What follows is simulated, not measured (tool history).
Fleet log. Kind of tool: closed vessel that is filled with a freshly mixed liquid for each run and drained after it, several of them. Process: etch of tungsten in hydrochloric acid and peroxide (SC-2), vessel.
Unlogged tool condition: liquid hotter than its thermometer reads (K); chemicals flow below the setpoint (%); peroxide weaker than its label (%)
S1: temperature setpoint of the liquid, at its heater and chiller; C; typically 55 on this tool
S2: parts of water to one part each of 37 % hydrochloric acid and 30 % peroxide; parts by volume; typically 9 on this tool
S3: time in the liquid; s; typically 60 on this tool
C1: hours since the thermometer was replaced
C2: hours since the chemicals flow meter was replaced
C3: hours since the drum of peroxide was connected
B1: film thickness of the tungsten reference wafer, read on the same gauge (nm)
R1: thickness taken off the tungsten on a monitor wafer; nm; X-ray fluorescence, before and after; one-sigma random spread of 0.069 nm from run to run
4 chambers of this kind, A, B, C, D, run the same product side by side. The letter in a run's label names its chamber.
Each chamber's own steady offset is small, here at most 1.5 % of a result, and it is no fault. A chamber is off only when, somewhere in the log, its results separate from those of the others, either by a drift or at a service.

{"run": "1D", "day": 0.3, "S1": 55, "S2": 9, "S3": 60, "C1": 1726.4, "C2": 569.5, "C3": 210.4, "B1": 59.965, "R1": 11.752}
{"run": "2A", "day": 0.9, "S1": 55, "S2": 9, "S3": 60, "C1": 234.9, "C2": 2043.2, "C3": 1237.2, "B1": 60.024, "R1": 11.921}
{"run": "3C", "day": 1.338, "S1": 55, "S2": 9, "S3": 60, "C1": 223.8, "C2": 330.2, "C3": 326.9, "B1": 60.005, "R1": 11.814}
{"run": "4B", "day": 1.808, "S1": 55, "S2": 9, "S3": 60, "C1": 584.8, "C2": 1233.2, "C3": 284.3, "B1": 60.023, "R1": 11.768}
{"run": "5C", "day": 2.333, "S1": 55, "S2": 9, "S3": 60, "C1": 247.7, "C2": 354.1, "C3": 350.8, "B1": 60.043, "R1": 11.866}
{"run": "6A", "day": 2.621, "S1": 55, "S2": 9, "S3": 60, "C1": 276.2, "C2": 2084.5, "C3": 1278.5, "B1": 60.013, "R1": 11.921}
{"run": "7B", "day": 2.954, "S1": 55, "S2": 9, "S3": 60, "C1": 612.3, "C2": 1260.7, "C3": 311.8, "B1": 60.038, "R1": 11.734}
{"run": "8D", "day": 3.475, "S1": 55, "S2": 9, "S3": 60, "C1": 1802.6, "C2": 645.7, "C3": 286.6, "B1": 59.943, "R1": 11.796}
{"run": "9C", "day": 3.762, "S1": 55, "S2": 9, "S3": 60, "C1": 282, "C2": 388.4, "C3": 385.1, "B1": 60.001, "R1": 11.825}
{"run": "10B", "day": 4.258, "S1": 55, "S2": 9, "S3": 60, "C1": 643.6, "C2": 1292, "C3": 343.1, "B1": 59.986, "R1": 11.904}
{"run": "11D", "day": 4.742, "S1": 55, "S2": 9, "S3": 60, "C1": 1833, "C2": 676.1, "C3": 317, "B1": 59.989, "R1": 11.852}
{"day": 4.954, "done": "chamber C: new drum of peroxide connected"}
{"run": "12A", "day": 5.288, "S1": 55, "S2": 9, "S3": 60, "C1": 340.2, "C2": 2148.5, "C3": 1342.5, "B1": 59.971, "R1": 11.78}
{"run": "13B", "day": 5.679, "S1": 55, "S2": 9, "S3": 70, "C1": 677.7, "C2": 1326.1, "C3": 377.2, "B1": 59.975, "R1": 13.589}
{"day": 5.975, "done": "chamber D: new drum of peroxide connected"}
{"run": "14D", "day": 6.008, "S1": 55, "S2": 9, "S3": 70, "C1": 1863.4, "C2": 706.5, "C3": 0.8, "B1": 59.98, "R1": 13.638}
{"run": "15C", "day": 6.321, "S1": 55, "S2": 9, "S3": 70, "C1": 343.4, "C2": 449.8, "C3": 32.9, "B1": 59.975, "R1": 13.759}
{"run": "16A", "day": 6.754, "S1": 55, "S2": 9, "S3": 70, "C1": 375.4, "C2": 2183.7, "C3": 1377.7, "B1": 59.934, "R1": 13.904}
{"day": 6.779, "done": "chamber C: chemicals flow meter replaced"}
{"run": "17D", "day": 7.142, "S1": 55, "S2": 9, "S3": 85, "C1": 1890.6, "C2": 733.7, "C3": 28, "B1": 59.961, "R1": 16.695}
{"run": "18B", "day": 7.575, "S1": 55, "S2": 9, "S3": 85, "C1": 723.2, "C2": 1371.6, "C3": 422.7, "B1": 60.065, "R1": 16.282}
{"day": 8.0, "done": "chamber B: thermometer replaced"}
{"run": "19A", "day": 8.183, "S1": 55, "S2": 9, "S3": 85, "C1": 409.7, "C2": 2218, "C3": 1412, "B1": 59.996, "R1": 16.755}
{"day": 8.442, "done": "chamber A: new drum of peroxide connected"}
{"run": "20C", "day": 8.45, "S1": 55, "S2": 9, "S3": 85, "C1": 394.5, "C2": 40.2, "C3": 84, "B1": 60.025, "R1": 16.832}
{"run": "21A", "day": 9.058, "S1": 55, "S2": 9, "S3": 60, "C1": 430.7, "C2": 2239, "C3": 14.8, "B1": 60.005, "R1": 11.986}
{"run": "22C", "day": 9.383, "S1": 55, "S2": 9, "S3": 60, "C1": 416.9, "C2": 62.6, "C3": 106.4, "B1": 59.986, "R1": 11.899}
{"run": "23B", "day": 9.675, "S1": 51, "S2": 6.5, "S3": 60, "C1": 40.2, "C2": 1422, "C3": 473.1, "B1": 60.014, "R1": 11.184}
{"run": "24D", "day": 10.217, "S1": 51, "S2": 6.5, "S3": 60, "C1": 1964.4, "C2": 807.5, "C3": 101.8, "B1": 60.023, "R1": 11.725}

All chambers now run identical settings, listed one chamber a line with results as question marks. What results will each chamber show?
{"run": "25A", "day": 10.654, "S1": 51.5, "S2": 9, "S3": 60, "R1": "?"}
{"run": "25B", "day": 10.654, "S1": 51.5, "S2": 9, "S3": 60, "R1": "?"}
{"run": "25C", "day": 10.654, "S1": 51.5, "S2": 9, "S3": 60, "R1": "?"}
{"run": "25D", "day": 10.654, "S1": 51.5, "S2": 9, "S3": 60, "R1": "?"}

run=25A R1=9.4855
run=25B R1=8.8738
run=25C R1=9.5027
run=25D R1=9.2919
